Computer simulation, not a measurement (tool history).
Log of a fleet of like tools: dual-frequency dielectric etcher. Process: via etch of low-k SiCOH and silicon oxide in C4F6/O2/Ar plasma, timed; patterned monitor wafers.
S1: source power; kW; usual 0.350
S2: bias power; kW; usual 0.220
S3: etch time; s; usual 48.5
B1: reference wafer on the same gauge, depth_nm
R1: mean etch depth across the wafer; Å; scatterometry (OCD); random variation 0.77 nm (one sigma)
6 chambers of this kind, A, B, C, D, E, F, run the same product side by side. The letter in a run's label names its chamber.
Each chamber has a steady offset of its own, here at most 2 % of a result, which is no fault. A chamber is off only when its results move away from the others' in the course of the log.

{"day": 0.017, "done": "chamber C: wet clean of the chamber"}
{"run": "1F", "day": 0.308, "S1": 0.35, "S2": 0.22, "S3": 48.5, "B1": 133.07, "R1": 1371.3}
{"day": 0.375, "done": "chamber A: wet clean of the chamber"}
{"run": "2C", "day": 0.462, "S1": 0.35, "S2": 0.22, "S3": 48.5, "B1": 132.91, "R1": 1356.8}
{"run": "3D", "day": 0.762, "S1": 0.35, "S2": 0.22, "S3": 48.5, "B1": 132.94, "R1": 1370.0}
{"run": "4E", "day": 0.908, "S1": 0.35, "S2": 0.22, "S3": 48.5, "B1": 133.08, "R1": 1346.9}
{"run": "5B", "day": 1.242, "S1": 0.35, "S2": 0.22, "S3": 48.5, "B1": 133.18, "R1": 1380.4}
{"run": "6A", "day": 1.467, "S1": 0.29, "S2": 0.22, "S3": 48.5, "B1": 133.15, "R1": 1270.5}
{"run": "7C", "day": 1.733, "S1": 0.29, "S2": 0.22, "S3": 48.5, "B1": 132.95, "R1": 1255.5}
{"run": "8D", "day": 1.896, "S1": 0.29, "S2": 0.22, "S3": 48.5, "B1": 132.86, "R1": 1264.7}
{"day": 1.975, "done": "chamber D: wet clean of the chamber"}
{"run": "9A", "day": 2.192, "S1": 0.29, "S2": 0.22, "S3": 48.5, "B1": 132.98, "R1": 1265.1}
{"run": "10B", "day": 2.462, "S1": 0.29, "S2": 0.22, "S3": 48.5, "B1": 133.13, "R1": 1291.8}
{"run": "11E", "day": 2.625, "S1": 0.29, "S2": 0.22, "S3": 48.5, "B1": 132.91, "R1": 1260.8}
{"run": "12F", "day": 2.929, "S1": 0.35, "S2": 0.22, "S3": 48.5, "B1": 133.05, "R1": 1357.9}
{"run": "13B", "day": 3.125, "S1": 0.35, "S2": 0.22, "S3": 48.5, "B1": 132.97, "R1": 1384.2}
{"day": 3.271, "done": "chamber E: source power generator calibrated"}
{"run": "14E", "day": 3.275, "S1": 0.35, "S2": 0.22, "S3": 48.5, "B1": 132.95, "R1": 1357.8}
{"run": "15D", "day": 3.575, "S1": 0.38, "S2": 0.22, "S3": 42.5, "B1": 133.06, "R1": 1223.2}
{"run": "16C", "day": 3.804, "S1": 0.38, "S2": 0.22, "S3": 42.5, "B1": 133.13, "R1": 1217.3}
{"run": "17F", "day": 3.954, "S1": 0.38, "S2": 0.22, "S3": 42.5, "B1": 132.94, "R1": 1243.6}
{"run": "18A", "day": 4.229, "S1": 0.38, "S2": 0.22, "S3": 42.5, "B1": 132.9, "R1": 1233.9}
{"run": "19C", "day": 4.471, "S1": 0.38, "S2": 0.22, "S3": 42.5, "B1": 132.96, "R1": 1227.7}
{"run": "20A", "day": 4.767, "S1": 0.38, "S2": 0.22, "S3": 42.5, "B1": 132.9, "R1": 1231.8}
{"run": "21F", "day": 4.95, "S1": 0.35, "S2": 0.22, "S3": 48.5, "B1": 132.84, "R1": 1373.7}
{"day": 5.046, "done": "chamber D: source power generator calibrated"}
{"run": "22E", "day": 5.117, "S1": 0.35, "S2": 0.22, "S3": 48.5, "B1": 132.99, "R1": 1358.7}
{"day": 5.162, "done": "chamber A: bias power generator calibrated"}
{"run": "23D", "day": 5.367, "S1": 0.35, "S2": 0.22, "S3": 48.5, "B1": 132.89, "R1": 1359.3}
{"run": "24B", "day": 5.683, "S1": 0.35, "S2": 0.22, "S3": 48.5, "B1": 133.03, "R1": 1381.7}
{"run": "25A", "day": 5.912, "S1": 0.35, "S2": 0.22, "S3": 48.5, "B1": 132.93, "R1": 1382.8}
{"run": "26D", "day": 6.121, "S1": 0.35, "S2": 0.22, "S3": 48.5, "B1": 133.01, "R1": 1379.6}
{"run": "27B", "day": 6.438, "S1": 0.35, "S2": 0.22, "S3": 48.5, "B1": 132.82, "R1": 1384.5}
{"run": "28E", "day": 6.742, "S1": 0.35, "S2": 0.22, "S3": 48.5, "B1": 133.0, "R1": 1363.3}
{"run": "29C", "day": 6.921, "S1": 0.38, "S2": 0.22, "S3": 55.5, "B1": 132.82, "R1": 1597.8}
{"run": "30F", "day": 7.183, "S1": 0.38, "S2": 0.22, "S3": 55.5, "B1": 133.12, "R1": 1615.9}
{"run": "31D", "day": 7.471, "S1": 0.38, "S2": 0.22, "S3": 55.5, "B1": 132.98, "R1": 1633.4}
{"run": "32B", "day": 7.8, "S1": 0.38, "S2": 0.22, "S3": 55.5, "B1": 132.88, "R1": 1626.3}
{"run": "33E", "day": 7.996, "S1": 0.38, "S2": 0.22, "S3": 55.5, "B1": 133.19, "R1": 1603.9}
{"run": "34F", "day": 8.304, "S1": 0.38, "S2": 0.22, "S3": 55.5, "B1": 133.05, "R1": 1622.3}
{"run": "35A", "day": 8.458, "S1": 0.35, "S2": 0.22, "S3": 48.5, "B1": 132.94, "R1": 1371.0}
{"run": "36C", "day": 8.625, "S1": 0.35, "S2": 0.22, "S3": 48.5, "B1": 132.9, "R1": 1351.6}
{"run": "37E", "day": 8.888, "S1": 0.35, "S2": 0.22, "S3": 48.5, "B1": 132.98, "R1": 1351.4}
{"run": "38F", "day": 9.142, "S1": 0.35, "S2": 0.22, "S3": 48.5, "B1": 133.03, "R1": 1368.4}
{"run": "39D", "day": 9.333, "S1": 0.35, "S2": 0.22, "S3": 48.5, "B1": 133.02, "R1": 1366.2}
{"run": "40C", "day": 9.588, "S1": 0.35, "S2": 0.22, "S3": 48.5, "B1": 132.92, "R1": 1350.9}

What goes on in this fleet: one chamber off, a drifting gauge, or nothing beyond the chambers' own small offsets? Name the chamber and the cause, if any.

No chamber stands off beyond its own small offset, and the gauge holds steady.

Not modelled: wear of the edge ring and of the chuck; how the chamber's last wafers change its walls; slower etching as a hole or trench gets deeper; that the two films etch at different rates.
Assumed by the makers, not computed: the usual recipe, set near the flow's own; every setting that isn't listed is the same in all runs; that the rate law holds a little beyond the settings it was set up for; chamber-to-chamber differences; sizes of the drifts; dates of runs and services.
